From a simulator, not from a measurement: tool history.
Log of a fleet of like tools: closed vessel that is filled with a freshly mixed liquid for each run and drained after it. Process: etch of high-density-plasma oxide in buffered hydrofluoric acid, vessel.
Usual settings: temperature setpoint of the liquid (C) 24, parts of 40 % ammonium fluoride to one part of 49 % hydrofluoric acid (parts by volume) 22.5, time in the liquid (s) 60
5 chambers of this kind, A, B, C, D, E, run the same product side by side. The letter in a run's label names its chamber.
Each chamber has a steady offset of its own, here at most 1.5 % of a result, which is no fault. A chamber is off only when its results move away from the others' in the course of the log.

run     day  temperature setpoint of the liquid (C)  parts of 40 % ammonium fluoride to one part of 49 % hydrofluoric acid (parts by volume)  time in the liquid (s)  hours since the thermometer was replaced  hours since the hydrofluoric acid flow meter was replaced  read-back film thickness of the high-density-plasma oxide reference wafer, read on the same gauge (nm)  thickness taken off the high-density-plasma oxide on a monitor wafer (angstrom)
 1C   0.342                                      24                                                                                     22.5                      60                                    1297.9                                                     1067.9                                                                                                   30.01                                                                           440.73
 2E   0.771                                      24                                                                                     22.5                      60                                     786.1                                                      486.3                                                                                                      30                                                                           438.39
 3D   1.233                                      24                                                                                     22.5                      60                                     419.3                                                      453.6                                                                                                  30.008                                                                            440.4
 4A   1.646                                      24                                                                                     22.5                      60                                     550.6                                                      833.4                                                                                                  29.984                                                                            442.4
 5B   2.092                                      20                                                                                     22.5                      80                                     167.4                                                      336.3                                                                                                  29.989                                                                           464.49
 6E   2.362                                      20                                                                                     22.5                      80                                     824.3                                                      524.5                                                                                                  29.996                                                                           469.29
 7C   2.788                                      20                                                                                     22.5                      80                                    1356.6                                                     1126.6                                                                                                  30.025                                                                           480.82
 8A   3.067                                      20                                                                                     22.5                      80                                     584.7                                                      867.5                                                                                                  29.993                                                                           466.89
 9D   3.492                                      20                                                                                     22.5                      80                                     473.5                                                      507.8                                                                                                  29.985                                                                           470.38
      3.708  -- chamber E: thermometer replaced
10B   3.804                                      24                                                                                     22.5                      60                                     208.5                                                      377.4                                                                                                  30.009                                                                           434.45
11E   4.212                                      24                                                                                     22.5                      60                                      12.1                                                      568.9                                                                                                  29.979                                                                           431.92
12C   4.692                                      24                                                                                     22.5                      60                                    1402.3                                                     1172.3                                                                                                  30.005                                                                           436.22
13D   5.088                                      24                                                                                     22.5                      60                                     511.8                                                      546.1                                                                                                  29.973                                                                            435.3
14B   5.454                                      24                                                                                     22.5                      60                                     248.1                                                        417                                                                                                  30.019                                                                           436.49
15A   5.742                                      24                                                                                     22.5                      60                                     648.9                                                      931.7                                                                                                   29.97                                                                           442.81
16A   6.025                                      24                                                                                     22.5                      60                                     655.7                                                      938.5                                                                                                   30.02                                                                           433.39
17D   6.375                                      24                                                                                     22.5                      60                                     542.7                                                        577                                                                                                  30.007                                                                           439.52
18E   6.588                                      24                                                                                     22.5                      60                                      69.1                                                      625.9                                                                                                  29.981                                                                           433.55
19C   6.917                                    25.5                                                                                     22.5                      60                                    1455.7                                                     1225.7                                                                                                  29.963                                                                           481.75
20B   7.333                                    25.5                                                                                     22.5                      60                                     293.2                                                      462.1                                                                                                  29.981                                                                           468.33
21C   7.771                                    25.5                                                                                     22.5                      60                                    1476.2                                                     1246.2                                                                                                  29.965                                                                           473.95
22B   8.025                                    25.5                                                                                     22.5                      60                                     309.8                                                      478.7                                                                                                  29.995                                                                           472.92
23A   8.321                                    25.5                                                                                     22.5                      60                                     710.8                                                      993.6                                                                                                  30.003                                                                           458.69
24E   8.604                                      27                                                                                     22.5                      35                                     117.5                                                      674.3                                                                                                  30.007                                                                           299.73
25D    8.95                                      27                                                                                     22.5                      35                                     604.5                                                      638.8                                                                                                  30.028                                                                           301.12
26C   9.204                                      27                                                                                     22.5                      35                                    1510.6                                                     1280.6                                                                                                  30.003                                                                           299.93
27A    9.65                                      27                                                                                     22.5                      35                                     742.7                                                     1025.5                                                                                                  29.998                                                                           290.74
28E  10.029                                      27                                                                                     22.5                      35                                     151.7                                                      708.5                                                                                                  30.011                                                                           296.41
29B  10.325                                      24                                                                                     22.5                      60                                       365                                                      533.9                                                                                                  29.973                                                                           441.98
30D  10.575                                      24                                                                                     22.5                      60                                     643.5                                                      677.8                                                                                                  29.989                                                                            439.3
31C  11.042                                      24                                                                                     22.5                      40                                    1554.7                                                     1324.7                                                                                                  29.966                                                                            294.2
     11.271  -- chamber D: thermometer replaced
32D  11.521                                      24                                                                                     22.5                      40                                         6                                                      700.5                                                                                                  30.001                                                                           294.24
33E  11.792                                      24                                                                                     22.5                      40                                       194                                                      750.8                                                                                                  29.999                                                                           290.81
34A  12.046                                      24                                                                                     22.5                      40                                     800.2                                                       1083                                                                                                  30.015                                                                           277.05
35B  12.412                                      24                                                                                     22.5                      40                                     415.1                                                        584                                                                                                  29.989                                                                           288.97
36A  12.738                                      24                                                                                     22.5                      60                                     816.8                                                     1099.6                                                                                                  29.982                                                                           410.34
37D  13.167                                      24                                                                                     22.5                      60                                      45.5                                                        740                                                                                                  30.001                                                                           448.25
38E   13.55                                      24                                                                                     22.5                      60                                     236.2                                                        793                                                                                                  30.002                                                                           444.05
39B  13.954                                      24                                                                                     22.5                      60                                     452.1                                                        621                                                                                                  29.994                                                                           431.67
40C  14.446                                      24                                                                                     22.5                      60                                    1636.4                                                     1406.4                                                                                                  30.008                                                                           434.35

What goes on in this fleet: one chamber off, a drifting gauge, or nothing beyond the chambers' own small offsets? Name the chamber and the cause, if any.

Chamber A drifts away from the others.
Cause: liquid colder than its thermometer reads (K) = 1.74.
The log may not tell that from: hydrofluoric acid flow below the setpoint (%).

Here are 4 candidates for chamber A's next run, each the usual settings with a change, their results left as question marks. Which one brings its results back in line with what the others give on the usual settings?
In line means no further than this from the other chambers' mean on the usual settings: thickness taken off the high-density-plasma oxide on a monitor wafer (angstrom) 14
41A-1  14.796                                      24                                                                                     29.5                      60                                                                                                                                                                                                                                                                                             ?
41A-2  14.796                                    24.5                                                                                     22.5                      70                                                                                                                                                                                                                                                                                             ?
41A-3  14.796                                      24                                                                                       22                      65                                                                                                                                                                                                                                                                                             ?
41A-4  14.796                                      24                                                                                     22.5                      55                                                                                                                                                                                                                                                                                             ?

The other chambers' mean on the usual settings: thickness taken off the high-density-plasma oxide on a monitor wafer (angstrom) 437.47
  run  thickness taken off the high-density-plasma oxide on a monitor wafer (angstrom)
41A-1                                                                           328.92
41A-2                                                                              476
41A-3                                                                           436.69
41A-4                                                                           363.79
41A-3 brings the chamber back in line.
